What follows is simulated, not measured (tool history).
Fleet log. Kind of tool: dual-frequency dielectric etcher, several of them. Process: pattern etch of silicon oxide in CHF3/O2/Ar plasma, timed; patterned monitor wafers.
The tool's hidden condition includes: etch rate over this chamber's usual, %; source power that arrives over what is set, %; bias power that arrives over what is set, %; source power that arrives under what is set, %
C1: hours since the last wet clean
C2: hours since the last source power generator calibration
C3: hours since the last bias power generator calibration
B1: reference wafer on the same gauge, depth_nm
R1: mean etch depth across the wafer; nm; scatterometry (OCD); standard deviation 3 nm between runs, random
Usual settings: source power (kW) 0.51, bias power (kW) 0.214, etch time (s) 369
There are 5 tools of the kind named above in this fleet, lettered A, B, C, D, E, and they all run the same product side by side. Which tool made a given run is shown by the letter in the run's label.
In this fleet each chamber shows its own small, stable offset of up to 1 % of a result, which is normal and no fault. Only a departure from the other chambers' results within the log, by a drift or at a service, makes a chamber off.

Run 1A, hour 9.4: usual settings; C1 53.2; C2 1906.5; C3 1067.2; B1 700.33. Result: R1 723.39 nm.
Run 2B, hour 20.9: usual settings; C1 37.3; C2 508; C3 2901; B1 701.22. Result: R1 728.63 nm.
Run 3D, hour 30.1: usual settings; C1 349.4; C2 2150.7; C3 2699.6; B1 700.73. Result: R1 723.6 nm.
Run 4E, hour 42.8: usual settings; C1 178.7; C2 169.9; C3 301.4; B1 700.64. Result: R1 721.99 nm.
Run 5C, hour 54.3: usual settings but bias power (kW) 0.186, etch time (s) 424.5; C1 537.1; C2 884.6; C3 1552.9; B1 700.33. Result: R1 794.82 nm.
Run 6C, hour 60.7: usual settings but bias power (kW) 0.186, etch time (s) 424.5; C1 543.5; C2 891; C3 1559.3; B1 700.82. Result: R1 800.99 nm.
Run 7B, hour 71.1: usual settings but bias power (kW) 0.186, etch time (s) 424.5; C1 87.5; C2 558.2; C3 2951.2; B1 701.25. Result: R1 801.96 nm.
Run 8D, hour 84.1: usual settings but bias power (kW) 0.186, etch time (s) 424.5; C1 403.4; C2 2204.7; C3 2753.6; B1 700.8. Result: R1 791.56 nm.
Run 9A, hour 97.3: usual settings but bias power (kW) 0.186, etch time (s) 424.5; C1 141.1; C2 1994.4; C3 1155.1; B1 701.12. Result: R1 792.74 nm.
At hour 103: chamber C: wet clean of the chamber.
Run 10E, hour 106.3: usual settings but bias power (kW) 0.247; C1 242.2; C2 233.4; C3 364.9; B1 700.26. Result: R1 763.36 nm.
Run 11A, hour 113.4: usual settings but bias power (kW) 0.247; C1 157.2; C2 2010.5; C3 1171.2; B1 701.35. Result: R1 765.45 nm.
Run 12E, hour 125.1: usual settings but bias power (kW) 0.247; C1 261; C2 252.2; C3 383.7; B1 701.05. Result: R1 760.82 nm.
Run 13D, hour 132.7: usual settings but bias power (kW) 0.247; C1 452; C2 2253.3; C3 2802.2; B1 700.68. Result: R1 754.38 nm.
Run 14B, hour 145.4: usual settings but bias power (kW) 0.247; C1 161.8; C2 632.5; C3 3025.5; B1 700.59. Result: R1 765.88 nm.
Run 15C, hour 157.5: usual settings; C1 54.5; C2 987.8; C3 1656.1; B1 700.86. Result: R1 751.29 nm.
Run 16D, hour 169.3: usual settings; C1 488.6; C2 2289.9; C3 2838.8; B1 701.55. Result: R1 724.62 nm.
Run 17E, hour 177.2: usual settings; C1 313.1; C2 304.3; C3 435.8; B1 700.82. Result: R1 725.91 nm.
Run 18A, hour 185.7: usual settings but etch time (s) 297.5; C1 229.5; C2 2082.8; C3 1243.5; B1 700.63. Result: R1 585.74 nm.
Run 19B, hour 195.3: usual settings but etch time (s) 297.5; C1 211.7; C2 682.4; C3 3075.4; B1 701.3. Result: R1 587.32 nm.
Run 20C, hour 207.2: usual settings but etch time (s) 297.5; C1 104.2; C2 1037.5; C3 1705.8; B1 701.53. Result: R1 610.67 nm.
Run 21D, hour 213.3: usual settings but etch time (s) 297.5; C1 532.6; C2 2333.9; C3 2882.8; B1 700.78. Result: R1 579.03 nm.
Run 22A, hour 223.2: usual settings but etch time (s) 297.5; C1 267; C2 2120.3; C3 1281; B1 701.22. Result: R1 585.54 nm.
Run 23E, hour 233.3: usual settings but source power (kW) 0.62, etch time (s) 473; C1 369.2; C2 360.4; C3 491.9; B1 701.67. Result: R1 1000.7 nm.
Run 24C, hour 242.3: usual settings but source power (kW) 0.62, etch time (s) 473; C1 139.3; C2 1072.6; C3 1740.9; B1 701.97. Result: R1 1046.9 nm.
Run 25B, hour 248.4: usual settings but source power (kW) 0.62, etch time (s) 473; C1 264.8; C2 735.5; C3 3128.5; B1 701.13. Result: R1 1005.7 nm.
Run 26E, hour 261.1: usual settings but source power (kW) 0.62, etch time (s) 473; C1 397; C2 388.2; C3 519.7; B1 701.28. Result: R1 995.63 nm.
Run 27A, hour 272.5: usual settings but source power (kW) 0.62, etch time (s) 473; C1 316.3; C2 2169.6; C3 1330.3; B1 701.72. Result: R1 1002.8 nm.
Run 28B, hour 280.5: usual settings; C1 296.9; C2 767.6; C3 3160.6; B1 700.89. Result: R1 736.1 nm.
Run 29D, hour 288.9: usual settings; C1 608.2; C2 2409.5; C3 2958.4; B1 701.22. Result: R1 719.17 nm.
Run 30C, hour 302.1: usual settings but source power (kW) 0.39; C1 199.1; C2 1132.4; C3 1800.7; B1 700.46. Result: R1 684.24 nm.
Run 31C, hour 310.1: usual settings but source power (kW) 0.39; C1 207.1; C2 1140.4; C3 1808.7; B1 701.02. Result: R1 689.9 nm.

Next, every chamber runs the same settings. What will each give?
Run 32A, hour 320: usual settings. Result: R1 ?.
Run 32B, hour 320: usual settings. Result: R1 ?.
Run 32C, hour 320: usual settings. Result: R1 ?.
Run 32D, hour 320: usual settings. Result: R1 ?.
Run 32E, hour 320: usual settings. Result: R1 ?.

run      R1
32A  722.16
32B  726.99
32C  754.56
32D  718.77
32E  726.68
